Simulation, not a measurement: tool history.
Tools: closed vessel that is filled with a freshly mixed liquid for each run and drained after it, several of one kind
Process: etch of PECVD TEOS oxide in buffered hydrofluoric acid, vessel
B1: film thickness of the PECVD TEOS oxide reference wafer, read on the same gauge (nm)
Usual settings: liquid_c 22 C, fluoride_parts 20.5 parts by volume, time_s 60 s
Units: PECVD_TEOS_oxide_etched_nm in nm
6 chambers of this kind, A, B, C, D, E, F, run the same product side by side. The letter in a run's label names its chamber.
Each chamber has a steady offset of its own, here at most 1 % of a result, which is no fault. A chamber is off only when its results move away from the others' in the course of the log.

run 1A hour=3.9 | liquid_c=22 fluoride_parts=20.5 time_s=60 | B1=149.99 | PECVD_TEOS_oxide_etched_nm=45.79
run 2B hour=9.2 | liquid_c=22 fluoride_parts=20.5 time_s=60 | B1=149.98 | PECVD_TEOS_oxide_etched_nm=46.257
run 3E hour=13.6 | liquid_c=22 fluoride_parts=20.5 time_s=60 | B1=150.01 | PECVD_TEOS_oxide_etched_nm=45.623
run 4D hour=19.6 | liquid_c=22 fluoride_parts=20.5 time_s=60 | B1=150.02 | PECVD_TEOS_oxide_etched_nm=46.219
run 5C hour=23.1 | liquid_c=22 fluoride_parts=20.5 time_s=60 | B1=149.99 | PECVD_TEOS_oxide_etched_nm=46.277
run 6F hour=27.3 | liquid_c=22 fluoride_parts=20.5 time_s=60 | B1=149.98 | PECVD_TEOS_oxide_etched_nm=46.98
run 7A hour=31.4 | liquid_c=22 fluoride_parts=20.5 time_s=60 | B1=149.99 | PECVD_TEOS_oxide_etched_nm=46.725
run 8C hour=34.9 | liquid_c=22 fluoride_parts=20.5 time_s=60 | B1=150.01 | PECVD_TEOS_oxide_etched_nm=46.339
run 9D hour=38.4 | liquid_c=22 fluoride_parts=20.5 time_s=60 | B1=150.03 | PECVD_TEOS_oxide_etched_nm=45.976
run 10F hour=44 | liquid_c=22 fluoride_parts=20.5 time_s=60 | B1=149.99 | PECVD_TEOS_oxide_etched_nm=46.6
run 11E hour=50.1 | liquid_c=22 fluoride_parts=20.5 time_s=60 | B1=149.99 | PECVD_TEOS_oxide_etched_nm=46.101
run 12B hour=55.7 | liquid_c=22 fluoride_parts=20.5 time_s=60 | B1=149.99 | PECVD_TEOS_oxide_etched_nm=46.146
run 13D hour=61.9 | liquid_c=22 fluoride_parts=20.5 time_s=60 | B1=149.99 | PECVD_TEOS_oxide_etched_nm=46.799
run 14C hour=65.4 | liquid_c=22 fluoride_parts=20.5 time_s=60 | B1=150.03 | PECVD_TEOS_oxide_etched_nm=46.206
run 15A hour=69.7 | liquid_c=22 fluoride_parts=20.5 time_s=60 | B1=149.99 | PECVD_TEOS_oxide_etched_nm=46.316
run 16E hour=75.8 | liquid_c=22 fluoride_parts=20.5 time_s=60 | B1=150.01 | PECVD_TEOS_oxide_etched_nm=46.408
run 17F hour=82.6 | liquid_c=22 fluoride_parts=20.5 time_s=60 | B1=149.97 | PECVD_TEOS_oxide_etched_nm=46.181
run 18B hour=88.3 | liquid_c=22 fluoride_parts=20.5 time_s=60 | B1=149.97 | PECVD_TEOS_oxide_etched_nm=45.722
run 19A hour=92.7 | liquid_c=22 fluoride_parts=20.5 time_s=60 | B1=150 | PECVD_TEOS_oxide_etched_nm=46.346
run 20D hour=97.6 | liquid_c=22 fluoride_parts=20.5 time_s=60 | B1=150.02 | PECVD_TEOS_oxide_etched_nm=45.623
run 21C hour=100.7 | liquid_c=22 fluoride_parts=20.5 time_s=60 | B1=150.02 | PECVD_TEOS_oxide_etched_nm=46.135
run 22E hour=107.7 | liquid_c=22 fluoride_parts=20.5 time_s=60 | B1=150.04 | PECVD_TEOS_oxide_etched_nm=45.479
run 23B hour=110.8 | liquid_c=22 fluoride_parts=20.5 time_s=60 | B1=150.03 | PECVD_TEOS_oxide_etched_nm=45.946
run 24F hour=117.4 | liquid_c=22 fluoride_parts=20.5 time_s=60 | B1=149.99 | PECVD_TEOS_oxide_etched_nm=46.429
run 25E hour=123.5 | liquid_c=22 fluoride_parts=20.5 time_s=60 | B1=149.96 | PECVD_TEOS_oxide_etched_nm=46.188
run 26D hour=127.4 | liquid_c=22 fluoride_parts=20.5 time_s=60 | B1=150.04 | PECVD_TEOS_oxide_etched_nm=44.769
run 27B hour=130.8 | liquid_c=22 fluoride_parts=20.5 time_s=60 | B1=150 | PECVD_TEOS_oxide_etched_nm=45.742
run 28F hour=133.9 | liquid_c=22 fluoride_parts=20.5 time_s=60 | B1=150.01 | PECVD_TEOS_oxide_etched_nm=47.138
run 29C hour=140.7 | liquid_c=22 fluoride_parts=20.5 time_s=60 | B1=149.94 | PECVD_TEOS_oxide_etched_nm=46.066
run 30A hour=146 | liquid_c=22 fluoride_parts=20.5 time_s=60 | B1=149.96 | PECVD_TEOS_oxide_etched_nm=46.275
run 31E hour=150 | liquid_c=22 fluoride_parts=20.5 time_s=60 | B1=149.97 | PECVD_TEOS_oxide_etched_nm=46.51
run 32A hour=154.8 | liquid_c=22 fluoride_parts=26 time_s=60 | B1=150.03 | PECVD_TEOS_oxide_etched_nm=38.88
run 33B hour=161.6 | liquid_c=22 fluoride_parts=26 time_s=60 | B1=150.01 | PECVD_TEOS_oxide_etched_nm=39.026
run 34D hour=168.4 | liquid_c=22 fluoride_parts=26 time_s=60 | B1=149.99 | PECVD_TEOS_oxide_etched_nm=37.401
run 35C hour=172.6 | liquid_c=22 fluoride_parts=26 time_s=60 | B1=150.01 | PECVD_TEOS_oxide_etched_nm=39.267
-- hour=175.5 chamber B: hydrofluoric acid flow meter replaced
run 36F hour=179.3 | liquid_c=22 fluoride_parts=26 time_s=60 | B1=149.94 | PECVD_TEOS_oxide_etched_nm=39.01
run 37A hour=185.5 | liquid_c=22 fluoride_parts=26 time_s=60 | B1=149.98 | PECVD_TEOS_oxide_etched_nm=39.268
run 38F hour=189 | liquid_c=22 fluoride_parts=20.5 time_s=60 | B1=150.07 | PECVD_TEOS_oxide_etched_nm=46.571
run 39E hour=192.1 | liquid_c=20 fluoride_parts=20.5 time_s=60 | B1=150.02 | PECVD_TEOS_oxide_etched_nm=41.044
run 40D hour=195.2 | liquid_c=20 fluoride_parts=20.5 time_s=60 | B1=149.96 | PECVD_TEOS_oxide_etched_nm=38.828
run 41B hour=201.6 | liquid_c=20 fluoride_parts=20.5 time_s=60 | B1=150.04 | PECVD_TEOS_oxide_etched_nm=41.023
run 42C hour=208.3 | liquid_c=20 fluoride_parts=20.5 time_s=60 | B1=150.02 | PECVD_TEOS_oxide_etched_nm=41.5
run 43F hour=211.6 | liquid_c=20 fluoride_parts=20.5 time_s=60 | B1=149.99 | PECVD_TEOS_oxide_etched_nm=42.171

Is one chamber off against the others, does the gauge drift, or is nothing wrong? If a chamber is off, say which, and what the likeliest cause is.

Chamber D drifts away from the others.
Cause: hydrofluoric acid flow below the setpoint (%) = 10.8.
The log may not tell that from: liquid colder than its thermometer reads (K).

Here are 4 candidates for chamber D's next run, each the usual settings with a change, their results left as question marks. Which one brings its results back in line with what the others give on the usual settings?
In line means no further than this from the other chambers' mean on the usual settings: PECVD_TEOS_oxide_etched_nm 0.96 nm
run 44D-1 hour=216.7 | liquid_c=22.5 fluoride_parts=20.5 time_s=60 | PECVD_TEOS_oxide_etched_nm=?
run 44D-2 hour=216.7 | liquid_c=22 fluoride_parts=20.5 time_s=65 | PECVD_TEOS_oxide_etched_nm=?
run 44D-3 hour=216.7 | liquid_c=21.5 fluoride_parts=20.5 time_s=60 | PECVD_TEOS_oxide_etched_nm=?
run 44D-4 hour=216.7 | liquid_c=22 fluoride_parts=23 time_s=60 | PECVD_TEOS_oxide_etched_nm=?

The other chambers' mean on the usual settings: PECVD_TEOS_oxide_etched_nm 46.115 nm
run=44D-1 PECVD_TEOS_oxide_etched_nm=44.187
run=44D-2 PECVD_TEOS_oxide_etched_nm=46.56
run=44D-3 PECVD_TEOS_oxide_etched_nm=41.823
run=44D-4 PECVD_TEOS_oxide_etched_nm=39.686
44D-2 brings the chamber back in line.
